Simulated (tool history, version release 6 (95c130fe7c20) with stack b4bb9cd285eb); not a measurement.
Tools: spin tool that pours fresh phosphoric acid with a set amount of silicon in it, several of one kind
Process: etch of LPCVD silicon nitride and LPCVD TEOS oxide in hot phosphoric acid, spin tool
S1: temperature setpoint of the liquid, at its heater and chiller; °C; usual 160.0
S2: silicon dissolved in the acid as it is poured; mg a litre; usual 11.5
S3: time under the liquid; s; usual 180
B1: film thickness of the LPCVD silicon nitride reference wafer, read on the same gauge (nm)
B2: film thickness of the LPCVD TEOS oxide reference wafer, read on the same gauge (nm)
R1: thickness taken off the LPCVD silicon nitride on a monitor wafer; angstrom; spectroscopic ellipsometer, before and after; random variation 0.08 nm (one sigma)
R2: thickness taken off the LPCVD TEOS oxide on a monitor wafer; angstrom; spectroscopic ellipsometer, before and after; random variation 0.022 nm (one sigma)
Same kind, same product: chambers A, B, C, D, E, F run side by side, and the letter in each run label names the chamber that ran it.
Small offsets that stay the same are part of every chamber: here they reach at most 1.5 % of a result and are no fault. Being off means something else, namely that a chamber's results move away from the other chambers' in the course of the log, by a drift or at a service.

run,hour,S1,S2,S3,B1,B2,R1,R2
1D,10.1,160.0,11.5,180,130.00,149.97,146.62,4.8247
2E,19.4,160.0,11.5,180,129.99,149.98,149.04,4.6719
3F,27.7,160.0,11.5,180,130.01,150.01,146.54,4.5389
# hour 31.4: chamber D: dissolved silicon flow meter replaced
4C,38.2,160.0,11.5,180,130.00,150.01,147.06,5.0020
5A,52.8,160.0,15.5,140,129.98,149.98,113.31,3.2572
6B,66.4,160.0,15.5,140,130.00,149.99,113.95,3.5467
7A,76.3,160.0,15.5,140,130.03,150.01,114.04,3.4710
8E,90.7,160.0,15.5,140,130.02,150.00,116.19,3.7112
9B,105.0,160.0,15.5,140,129.97,149.98,114.99,3.3016
10C,112.5,160.0,15.5,140,130.05,149.98,113.57,3.3436
11F,121.6,160.0,11.5,180,129.97,150.03,146.29,4.8101
12D,130.7,160.0,11.5,180,129.99,150.03,146.41,4.9375
13B,139.5,160.0,11.5,180,130.07,150.01,145.95,4.8873
14F,153.9,160.0,11.5,180,129.95,149.98,146.67,4.7171
15A,166.1,160.0,11.5,180,129.97,150.01,146.49,4.7365
16E,182.4,160.0,11.5,180,130.02,149.95,149.27,5.1255
17D,198.2,160.0,11.5,180,130.00,150.00,148.16,4.7064
18C,210.6,160.0,11.5,180,129.96,149.96,146.36,4.6775
# hour 216.1: chamber D: thermometer replaced
19B,222.6,160.0,11.5,180,130.05,149.99,147.34,4.8041
20C,230.5,160.0,11.5,180,130.01,149.97,148.22,4.7722
21E,240.7,160.0,11.5,180,130.01,150.03,150.58,4.6796
# hour 241.5: chamber A: dissolved silicon flow meter replaced
# hour 243.9: chamber C: thermometer replaced
22F,256.8,160.0,11.5,180,130.00,149.99,146.13,4.9282
23D,267.7,160.0,11.5,180,130.03,149.95,145.32,4.6690
24A,280.2,157.5,11.5,180,130.01,150.03,135.39,3.8063
25E,288.1,157.5,11.5,180,130.03,150.00,136.70,4.0180
26D,301.3,157.5,11.5,180,129.99,150.00,135.56,4.0892
27A,315.7,157.5,11.5,180,130.04,149.99,134.69,3.8532
28B,327.3,157.5,11.5,180,129.97,149.97,134.74,4.0999
# hour 330.8: chamber C: dissolved silicon flow meter replaced
29C,339.5,157.5,11.5,180,130.01,149.99,134.38,3.8113
30F,355.5,160.0,11.5,180,130.00,150.01,146.17,5.0457
31B,364.3,160.0,11.5,180,129.99,150.00,146.25,4.7938
32F,374.4,160.0,11.5,180,129.99,150.00,146.81,4.7484
33E,385.1,160.0,11.5,180,130.01,149.98,149.04,4.5812
34D,397.7,162.0,11.5,255,130.01,150.03,220.92,8.0130
35C,405.5,162.0,11.5,255,129.98,150.01,221.29,7.8803
36A,420.6,162.0,11.5,255,129.99,150.02,223.95,8.2513
37F,434.2,162.0,11.5,255,129.99,150.02,221.60,7.8485

Has any chamber moved away from the others, gradually or after a service, or does the common gauge drift, or do the chambers differ only by their own small steady offsets? State the chamber and the most likely cause if one applies.

Neither any chamber nor the gauge drifts; the chambers differ only by their own small, steady offsets.

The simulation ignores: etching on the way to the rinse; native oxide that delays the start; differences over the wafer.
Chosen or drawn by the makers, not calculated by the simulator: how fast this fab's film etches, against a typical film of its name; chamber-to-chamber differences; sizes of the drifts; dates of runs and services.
